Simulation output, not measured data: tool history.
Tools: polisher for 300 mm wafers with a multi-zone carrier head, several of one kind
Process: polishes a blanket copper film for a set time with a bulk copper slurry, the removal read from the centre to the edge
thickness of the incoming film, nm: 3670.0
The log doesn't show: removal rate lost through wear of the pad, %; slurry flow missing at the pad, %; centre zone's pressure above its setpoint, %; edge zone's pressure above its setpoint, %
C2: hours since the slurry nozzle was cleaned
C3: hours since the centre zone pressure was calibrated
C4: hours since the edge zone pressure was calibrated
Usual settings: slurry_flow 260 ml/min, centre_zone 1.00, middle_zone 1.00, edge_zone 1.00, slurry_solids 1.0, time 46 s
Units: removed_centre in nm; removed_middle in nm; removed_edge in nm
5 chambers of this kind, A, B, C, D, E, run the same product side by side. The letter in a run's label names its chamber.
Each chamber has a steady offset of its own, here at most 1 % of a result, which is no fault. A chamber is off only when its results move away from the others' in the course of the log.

{"run": "1B", "hour": 4.7, "slurry_flow": 260, "centre_zone": 1.0, "middle_zone": 1.0, "edge_zone": 1.0, "slurry_solids": 1.0, "time": 46, "wafers polished on this pad": 111, "C2": 596.5, "C3": 135.1, "C4": 279.9, "removed_centre": 287.98, "removed_middle": 276.66, "removed_edge": 287.71}
{"run": "2A", "hour": 8.2, "slurry_flow": 260, "centre_zone": 1.0, "middle_zone": 1.0, "edge_zone": 1.0, "slurry_solids": 1.0, "time": 46, "wafers polished on this pad": 456, "C2": 333.5, "C3": 478.7, "C4": 923.9, "removed_centre": 290.72, "removed_middle": 285.7, "removed_edge": 290.16}
{"run": "3C", "hour": 14.3, "slurry_flow": 260, "centre_zone": 1.0, "middle_zone": 1.0, "edge_zone": 1.0, "slurry_solids": 1.0, "time": 46, "wafers polished on this pad": 739, "C2": 173.7, "C3": 82.7, "C4": 902.7, "removed_centre": 285.75, "removed_middle": 282.01, "removed_edge": 287.96}
{"run": "4D", "hour": 20.9, "slurry_flow": 260, "centre_zone": 1.0, "middle_zone": 1.0, "edge_zone": 1.0, "slurry_solids": 1.0, "time": 46, "wafers polished on this pad": 404, "C2": 229.9, "C3": 1234.4, "C4": 118.3, "removed_centre": 284.67, "removed_middle": 285.0, "removed_edge": 281.79}
{"hour": 24.0, "done": "chamber A: centre zone pressure recalibrated"}
{"run": "5E", "hour": 26.8, "slurry_flow": 260, "centre_zone": 1.0, "middle_zone": 1.0, "edge_zone": 1.0, "slurry_solids": 1.0, "time": 46, "wafers polished on this pad": 868, "C2": 305.6, "C3": 283.1, "C4": 182.4, "removed_centre": 285.54, "removed_middle": 293.88, "removed_edge": 283.08}
{"run": "6C", "hour": 33.3, "slurry_flow": 260, "centre_zone": 1.0, "middle_zone": 1.0, "edge_zone": 1.0, "slurry_solids": 1.0, "time": 46, "wafers polished on this pad": 981, "C2": 192.7, "C3": 101.7, "C4": 921.7, "removed_centre": 286.52, "removed_middle": 285.24, "removed_edge": 287.71}
{"hour": 37.6, "done": "chamber E: worn pad replaced by a new one"}
{"run": "7E", "hour": 37.7, "slurry_flow": 260, "centre_zone": 1.0, "middle_zone": 1.0, "edge_zone": 1.0, "slurry_solids": 1.0, "time": 46, "wafers polished on this pad": 2, "C2": 316.5, "C3": 294.0, "C4": 193.3, "removed_centre": 286.84, "removed_middle": 288.42, "removed_edge": 285.67}
{"hour": 38.8, "done": "chamber A: worn pad replaced by a new one"}
{"hour": 42.4, "done": "chamber D: worn pad replaced by a new one"}
{"run": "8B", "hour": 44.3, "slurry_flow": 260, "centre_zone": 0.91, "middle_zone": 1.0, "edge_zone": 1.0, "slurry_solids": 1.0, "time": 46, "wafers polished on this pad": 615, "C2": 636.1, "C3": 174.7, "C4": 319.5, "removed_centre": 259.56, "removed_middle": 283.35, "removed_edge": 281.13}
{"hour": 44.6, "done": "chamber B: worn pad replaced by a new one"}
{"hour": 47.5, "done": "chamber E: slurry nozzle cleaned"}
{"run": "9A", "hour": 50.5, "slurry_flow": 260, "centre_zone": 0.91, "middle_zone": 1.0, "edge_zone": 1.0, "slurry_solids": 1.0, "time": 46, "wafers polished on this pad": 149, "C2": 375.8, "C3": 26.6, "C4": 966.2, "removed_centre": 254.92, "removed_middle": 285.54, "removed_edge": 286.12}
{"hour": 54.5, "done": "chamber C: worn pad replaced by a new one"}
{"run": "10D", "hour": 56.9, "slurry_flow": 260, "centre_zone": 0.91, "middle_zone": 1.0, "edge_zone": 1.0, "slurry_solids": 1.0, "time": 46, "wafers polished on this pad": 184, "C2": 265.9, "C3": 1270.4, "C4": 154.3, "removed_centre": 256.16, "removed_middle": 285.83, "removed_edge": 286.99}
{"run": "11A", "hour": 61.2, "slurry_flow": 260, "centre_zone": 0.91, "middle_zone": 1.0, "edge_zone": 1.0, "slurry_solids": 1.0, "time": 46, "wafers polished on this pad": 285, "C2": 386.5, "C3": 37.3, "C4": 976.9, "removed_centre": 256.96, "removed_middle": 287.34, "removed_edge": 284.31}
{"run": "12E", "hour": 66.0, "slurry_flow": 260, "centre_zone": 0.91, "middle_zone": 1.0, "edge_zone": 1.0, "slurry_solids": 1.0, "time": 46, "wafers polished on this pad": 362, "C2": 18.5, "C3": 322.3, "C4": 221.6, "removed_centre": 258.83, "removed_middle": 285.74, "removed_edge": 285.99}
{"run": "13D", "hour": 70.3, "slurry_flow": 260, "centre_zone": 1.0, "middle_zone": 1.0, "edge_zone": 1.0, "slurry_solids": 1.3, "time": 58, "wafers polished on this pad": 355, "C2": 279.3, "C3": 1283.8, "C4": 167.7, "removed_centre": 386.74, "removed_middle": 385.3, "removed_edge": 376.51}
{"run": "14C", "hour": 77.1, "slurry_flow": 260, "centre_zone": 1.0, "middle_zone": 1.0, "edge_zone": 1.0, "slurry_solids": 1.3, "time": 58, "wafers polished on this pad": 288, "C2": 236.5, "C3": 145.5, "C4": 965.5, "removed_centre": 380.92, "removed_middle": 384.76, "removed_edge": 383.94}
{"run": "15B", "hour": 82.0, "slurry_flow": 260, "centre_zone": 1.0, "middle_zone": 1.0, "edge_zone": 1.0, "slurry_solids": 1.3, "time": 58, "wafers polished on this pad": 477, "C2": 673.8, "C3": 212.4, "C4": 357.2, "removed_centre": 386.61, "removed_middle": 386.61, "removed_edge": 380.75}
{"hour": 85.3, "done": "chamber D: worn pad replaced by a new one"}
{"run": "16D", "hour": 87.0, "slurry_flow": 260, "centre_zone": 1.0, "middle_zone": 1.0, "edge_zone": 1.0, "slurry_solids": 1.3, "time": 58, "wafers polished on this pad": 22, "C2": 296.0, "C3": 1300.5, "C4": 184.4, "removed_centre": 377.53, "removed_middle": 389.8, "removed_edge": 375.41}
{"hour": 91.6, "done": "chamber B: worn pad replaced by a new one"}
{"run": "17B", "hour": 94.0, "slurry_flow": 260, "centre_zone": 1.0, "middle_zone": 1.0, "edge_zone": 1.0, "slurry_solids": 1.3, "time": 58, "wafers polished on this pad": 30, "C2": 685.8, "C3": 224.4, "C4": 369.2, "removed_centre": 382.58, "removed_middle": 381.5, "removed_edge": 377.23}
{"run": "18C", "hour": 97.5, "slurry_flow": 260, "centre_zone": 1.0, "middle_zone": 1.12, "edge_zone": 1.11, "slurry_solids": 1.0, "time": 46, "wafers polished on this pad": 548, "C2": 256.9, "C3": 165.9, "C4": 985.9, "removed_centre": 282.9, "removed_middle": 310.6, "removed_edge": 304.2}
{"hour": 99.6, "done": "chamber D: centre zone pressure recalibrated"}
{"run": "19A", "hour": 102.3, "slurry_flow": 260, "centre_zone": 1.0, "middle_zone": 1.12, "edge_zone": 1.11, "slurry_solids": 1.0, "time": 46, "wafers polished on this pad": 808, "C2": 427.6, "C3": 78.4, "C4": 1018.0, "removed_centre": 277.88, "removed_middle": 309.17, "removed_edge": 294.53}
{"run": "20E", "hour": 106.0, "slurry_flow": 260, "centre_zone": 1.0, "middle_zone": 1.12, "edge_zone": 1.11, "slurry_solids": 1.0, "time": 46, "wafers polished on this pad": 871, "C2": 58.5, "C3": 362.3, "C4": 261.6, "removed_centre": 287.16, "removed_middle": 322.04, "removed_edge": 298.58}
{"hour": 107.7, "done": "chamber A: worn pad replaced by a new one"}
{"hour": 108.2, "done": "chamber E: worn pad replaced by a new one"}
{"run": "21A", "hour": 111.5, "slurry_flow": 260, "centre_zone": 1.0, "middle_zone": 1.12, "edge_zone": 1.11, "slurry_solids": 1.0, "time": 46, "wafers polished on this pad": 48, "C2": 436.8, "C3": 87.6, "C4": 1027.2, "removed_centre": 276.65, "removed_middle": 307.96, "removed_edge": 294.21}
{"run": "22E", "hour": 117.8, "slurry_flow": 260, "centre_zone": 1.0, "middle_zone": 1.12, "edge_zone": 1.11, "slurry_solids": 1.0, "time": 46, "wafers polished on this pad": 123, "C2": 70.3, "C3": 374.1, "C4": 273.4, "removed_centre": 288.59, "removed_middle": 311.97, "removed_edge": 302.18}
{"run": "23C", "hour": 122.1, "slurry_flow": 260, "centre_zone": 1.0, "middle_zone": 1.0, "edge_zone": 1.0, "slurry_solids": 1.0, "time": 46, "wafers polished on this pad": 861, "C2": 281.5, "C3": 190.5, "C4": 1010.5, "removed_centre": 283.58, "removed_middle": 290.93, "removed_edge": 285.83}
{"run": "24D", "hour": 125.3, "slurry_flow": 260, "centre_zone": 1.0, "middle_zone": 1.0, "edge_zone": 1.0, "slurry_solids": 1.0, "time": 46, "wafers polished on this pad": 510, "C2": 334.3, "C3": 25.7, "C4": 222.7, "removed_centre": 281.27, "removed_middle": 293.36, "removed_edge": 282.88}
{"hour": 127.5, "done": "chamber B: edge zone pressure recalibrated"}
{"run": "25B", "hour": 129.2, "slurry_flow": 260, "centre_zone": 1.0, "middle_zone": 1.0, "edge_zone": 1.0, "slurry_solids": 1.0, "time": 46, "wafers polished on this pad": 478, "C2": 721.0, "C3": 259.6, "C4": 1.8, "removed_centre": 286.57, "removed_middle": 285.66, "removed_edge": 284.73}
{"hour": 131.3, "done": "chamber D: worn pad replaced by a new one"}
{"hour": 135.3, "done": "chamber B: worn pad replaced by a new one"}
{"run": "26E", "hour": 135.3, "slurry_flow": 260, "centre_zone": 1.0, "middle_zone": 1.0, "edge_zone": 1.0, "slurry_solids": 1.0, "time": 46, "wafers polished on this pad": 346, "C2": 87.8, "C3": 391.6, "C4": 290.9, "removed_centre": 287.59, "removed_middle": 284.88, "removed_edge": 287.7}
{"run": "27D", "hour": 141.2, "slurry_flow": 260, "centre_zone": 1.0, "middle_zone": 1.0, "edge_zone": 1.0, "slurry_solids": 1.0, "time": 46, "wafers polished on this pad": 127, "C2": 350.2, "C3": 41.6, "C4": 238.6, "removed_centre": 286.78, "removed_middle": 289.17, "removed_edge": 287.95}
{"run": "28A", "hour": 148.3, "slurry_flow": 260, "centre_zone": 1.0, "middle_zone": 1.0, "edge_zone": 1.0, "slurry_solids": 1.0, "time": 46, "wafers polished on this pad": 517, "C2": 473.6, "C3": 124.4, "C4": 1064.0, "removed_centre": 272.89, "removed_middle": 278.91, "removed_edge": 278.52}
{"run": "29B", "hour": 153.2, "slurry_flow": 340, "centre_zone": 1.0, "middle_zone": 1.05, "edge_zone": 1.0, "slurry_solids": 1.0, "time": 46, "wafers polished on this pad": 227, "C2": 745.0, "C3": 283.6, "C4": 25.8, "removed_centre": 293.52, "removed_middle": 307.79, "removed_edge": 297.26}
{"hour": 156.8, "done": "chamber C: worn pad replaced by a new one"}
{"run": "30C", "hour": 156.8, "slurry_flow": 340, "centre_zone": 1.0, "middle_zone": 1.05, "edge_zone": 1.0, "slurry_solids": 1.0, "time": 46, "wafers polished on this pad": 0, "C2": 316.2, "C3": 225.2, "C4": 1045.2, "removed_centre": 298.09, "removed_middle": 310.47, "removed_edge": 285.38}
{"run": "31C", "hour": 160.6, "slurry_flow": 340, "centre_zone": 1.0, "middle_zone": 1.05, "edge_zone": 1.0, "slurry_solids": 1.0, "time": 46, "wafers polished on this pad": 48, "C2": 320.0, "C3": 229.0, "C4": 1049.0, "removed_centre": 296.98, "removed_middle": 308.82, "removed_edge": 291.61}
{"hour": 163.8, "done": "chamber B: slurry nozzle cleaned"}
{"run": "32A", "hour": 165.7, "slurry_flow": 340, "centre_zone": 1.0, "middle_zone": 1.05, "edge_zone": 1.0, "slurry_solids": 1.0, "time": 46, "wafers polished on this pad": 738, "C2": 491.0, "C3": 141.8, "C4": 1081.4, "removed_centre": 284.64, "removed_middle": 289.93, "removed_edge": 285.97}
{"run": "33D", "hour": 168.9, "slurry_flow": 340, "centre_zone": 1.0, "middle_zone": 1.05, "edge_zone": 1.0, "slurry_solids": 1.0, "time": 46, "wafers polished on this pad": 479, "C2": 377.9, "C3": 69.3, "C4": 266.3, "removed_centre": 296.77, "removed_middle": 302.18, "removed_edge": 288.52}
{"run": "34B", "hour": 175.3, "slurry_flow": 260, "centre_zone": 1.0, "middle_zone": 1.0, "edge_zone": 1.0, "slurry_solids": 1.0, "time": 46, "wafers polished on this pad": 509, "C2": 11.5, "C3": 305.7, "C4": 47.9, "removed_centre": 290.9, "removed_middle": 282.96, "removed_edge": 282.39}

Next, every chamber runs the same settings. What will each give?
{"run": "35A", "hour": 180.4, "slurry_flow": 260, "centre_zone": 1.0, "middle_zone": 1.0, "edge_zone": 1.0, "slurry_solids": 1.0, "time": 46, "removed_centre": "?", "removed_middle": "?", "removed_edge": "?"}
{"run": "35B", "hour": 180.4, "slurry_flow": 260, "centre_zone": 1.0, "middle_zone": 1.0, "edge_zone": 1.0, "slurry_solids": 1.0, "time": 46, "removed_centre": "?", "removed_middle": "?", "removed_edge": "?"}
{"run": "35C", "hour": 180.4, "slurry_flow": 260, "centre_zone": 1.0, "middle_zone": 1.0, "edge_zone": 1.0, "slurry_solids": 1.0, "time": 46, "removed_centre": "?", "removed_middle": "?", "removed_edge": "?"}
{"run": "35D", "hour": 180.4, "slurry_flow": 260, "centre_zone": 1.0, "middle_zone": 1.0, "edge_zone": 1.0, "slurry_solids": 1.0, "time": 46, "removed_centre": "?", "removed_middle": "?", "removed_edge": "?"}
{"run": "35E", "hour": 180.4, "slurry_flow": 260, "centre_zone": 1.0, "middle_zone": 1.0, "edge_zone": 1.0, "slurry_solids": 1.0, "time": 46, "removed_centre": "?", "removed_middle": "?", "removed_edge": "?"}

run=35A removed_centre=266.07 removed_middle=269.68 removed_edge=270.30
run=35B removed_centre=283.63 removed_middle=289.64 removed_edge=287.36
run=35C removed_centre=284.40 removed_middle=287.11 removed_edge=285.29
run=35D removed_centre=284.30 removed_middle=290.81 removed_edge=284.21
run=35E removed_centre=289.58 removed_middle=287.81 removed_edge=290.13
